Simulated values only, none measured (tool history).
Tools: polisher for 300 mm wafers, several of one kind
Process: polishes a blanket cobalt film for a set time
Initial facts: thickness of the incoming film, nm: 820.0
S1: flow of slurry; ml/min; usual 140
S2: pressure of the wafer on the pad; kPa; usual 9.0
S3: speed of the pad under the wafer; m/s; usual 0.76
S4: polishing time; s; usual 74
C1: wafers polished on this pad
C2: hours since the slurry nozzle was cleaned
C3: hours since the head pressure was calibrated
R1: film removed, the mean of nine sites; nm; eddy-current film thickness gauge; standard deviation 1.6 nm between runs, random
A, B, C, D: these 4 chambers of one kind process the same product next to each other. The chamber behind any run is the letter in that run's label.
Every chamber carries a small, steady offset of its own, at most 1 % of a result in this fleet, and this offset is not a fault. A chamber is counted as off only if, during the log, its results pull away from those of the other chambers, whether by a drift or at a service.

run 1C hour=6.0 | S1=140 S2=9.0 S3=0.76 S4=74 | C1=289 C2=22.7 C3=130.6 | R1=160.84
-- hour=9.2 chamber D: worn pad replaced by a new one
run 2B hour=9.5 | S1=140 S2=9.0 S3=0.76 S4=74 | C1=257 C2=82.8 C3=441.0 | R1=163.45
run 3A hour=16.3 | S1=140 S2=9.0 S3=0.76 S4=74 | C1=428 C2=630.5 C3=612.7 | R1=157.17
run 4D hour=20.8 | S1=140 S2=9.0 S3=0.76 S4=74 | C1=133 C2=401.9 C3=859.4 | R1=160.53
-- hour=22.2 chamber D: head pressure recalibrated
run 5A hour=27.0 | S1=140 S2=9.0 S3=0.76 S4=74 | C1=551 C2=641.2 C3=623.4 | R1=156.18
run 6D hour=32.9 | S1=140 S2=9.0 S3=0.76 S4=74 | C1=273 C2=414.0 C3=10.8 | R1=156.90
run 7B hour=36.3 | S1=140 S2=9.0 S3=0.76 S4=65 | C1=565 C2=109.6 C3=467.8 | R1=141.73
-- hour=42.5 chamber B: worn pad replaced by a new one
run 8C hour=43.2 | S1=140 S2=9.0 S3=0.76 S4=65 | C1=717 C2=59.9 C3=167.8 | R1=139.34
run 9C hour=50.1 | S1=140 S2=9.0 S3=0.76 S4=65 | C1=796 C2=66.8 C3=174.7 | R1=141.33
run 10B hour=54.4 | S1=140 S2=9.0 S3=0.76 S4=65 | C1=137 C2=127.7 C3=485.9 | R1=140.63
-- hour=55.7 chamber A: worn pad replaced by a new one
run 11D hour=59.0 | S1=140 S2=9.0 S3=0.76 S4=74 | C1=573 C2=440.1 C3=36.9 | R1=158.96
-- hour=63.7 chamber D: worn pad replaced by a new one
run 12A hour=65.3 | S1=140 S2=9.0 S3=0.76 S4=74 | C1=111 C2=679.5 C3=661.7 | R1=160.80
run 13D hour=70.7 | S1=140 S2=9.0 S3=0.76 S4=74 | C1=81 C2=451.8 C3=48.6 | R1=160.17
run 14C hour=73.8 | S1=140 S2=9.0 S3=0.76 S4=74 | C1=1069 C2=90.5 C3=198.4 | R1=156.98
run 15B hour=80.9 | S1=140 S2=10.3 S3=0.76 S4=74 | C1=442 C2=154.2 C3=512.4 | R1=185.91
-- hour=87.4 chamber A: slurry nozzle cleaned
run 16A hour=87.4 | S1=140 S2=10.3 S3=0.76 S4=74 | C1=365 C2=0.0 C3=683.8 | R1=183.40
run 17A hour=92.3 | S1=140 S2=10.3 S3=0.76 S4=74 | C1=421 C2=4.9 C3=688.7 | R1=182.37
run 18C hour=97.5 | S1=140 S2=10.3 S3=0.76 S4=74 | C1=1342 C2=114.2 C3=222.1 | R1=176.97
run 19B hour=104.5 | S1=140 S2=9.0 S3=0.76 S4=74 | C1=713 C2=177.8 C3=536.0 | R1=158.60
run 20D hour=109.9 | S1=140 S2=9.0 S3=0.76 S4=74 | C1=532 C2=491.0 C3=87.8 | R1=159.40
-- hour=112.6 chamber B: worn pad replaced by a new one
run 21B hour=115.4 | S1=140 S2=9.0 S3=0.76 S4=74 | C1=33 C2=188.7 C3=546.9 | R1=159.18
-- hour=115.6 chamber D: slurry nozzle cleaned
run 22C hour=118.4 | S1=140 S2=9.0 S3=0.76 S4=74 | C1=1582 C2=135.1 C3=243.0 | R1=150.27
-- hour=120.0 chamber A: worn pad replaced by a new one
run 23D hour=122.4 | S1=140 S2=9.0 S3=0.68 S4=60 | C1=676 C2=6.9 C3=100.3 | R1=116.84
-- hour=123.4 chamber D: worn pad replaced by a new one
run 24A hour=128.0 | S1=140 S2=9.0 S3=0.68 S4=60 | C1=92 C2=40.6 C3=724.4 | R1=116.33
run 25D hour=132.8 | S1=140 S2=9.0 S3=0.68 S4=60 | C1=108 C2=17.3 C3=110.7 | R1=118.38
run 26B hour=138.5 | S1=140 S2=9.0 S3=0.68 S4=60 | C1=299 C2=211.8 C3=570.0 | R1=115.34
run 27A hour=145.3 | S1=140 S2=11.0 S3=0.76 S4=74 | C1=291 C2=57.9 C3=741.7 | R1=196.80
run 28C hour=151.9 | S1=140 S2=11.0 S3=0.76 S4=74 | C1=1968 C2=168.6 C3=276.5 | R1=177.62
run 29C hour=155.7 | S1=140 S2=11.0 S3=0.76 S4=74 | C1=2012 C2=172.4 C3=280.3 | R1=179.72
run 30B hour=161.9 | S1=140 S2=11.0 S3=0.76 S4=74 | C1=568 C2=235.2 C3=593.4 | R1=195.96
run 31D hour=167.7 | S1=140 S2=9.0 S3=0.76 S4=74 | C1=510 C2=52.2 C3=145.6 | R1=160.28

Next, every chamber runs the same settings. What will each give?
run 32A hour=172.7 | S1=140 S2=9.0 S3=0.76 S4=74 | R1=?
run 32B hour=172.7 | S1=140 S2=9.0 S3=0.76 S4=74 | R1=?
run 32C hour=172.7 | S1=140 S2=9.0 S3=0.76 S4=74 | R1=?
run 32D hour=172.7 | S1=140 S2=9.0 S3=0.76 S4=74 | R1=?

run=32A R1=163.18
run=32B R1=160.37
run=32C R1=145.61
run=32D R1=161.23
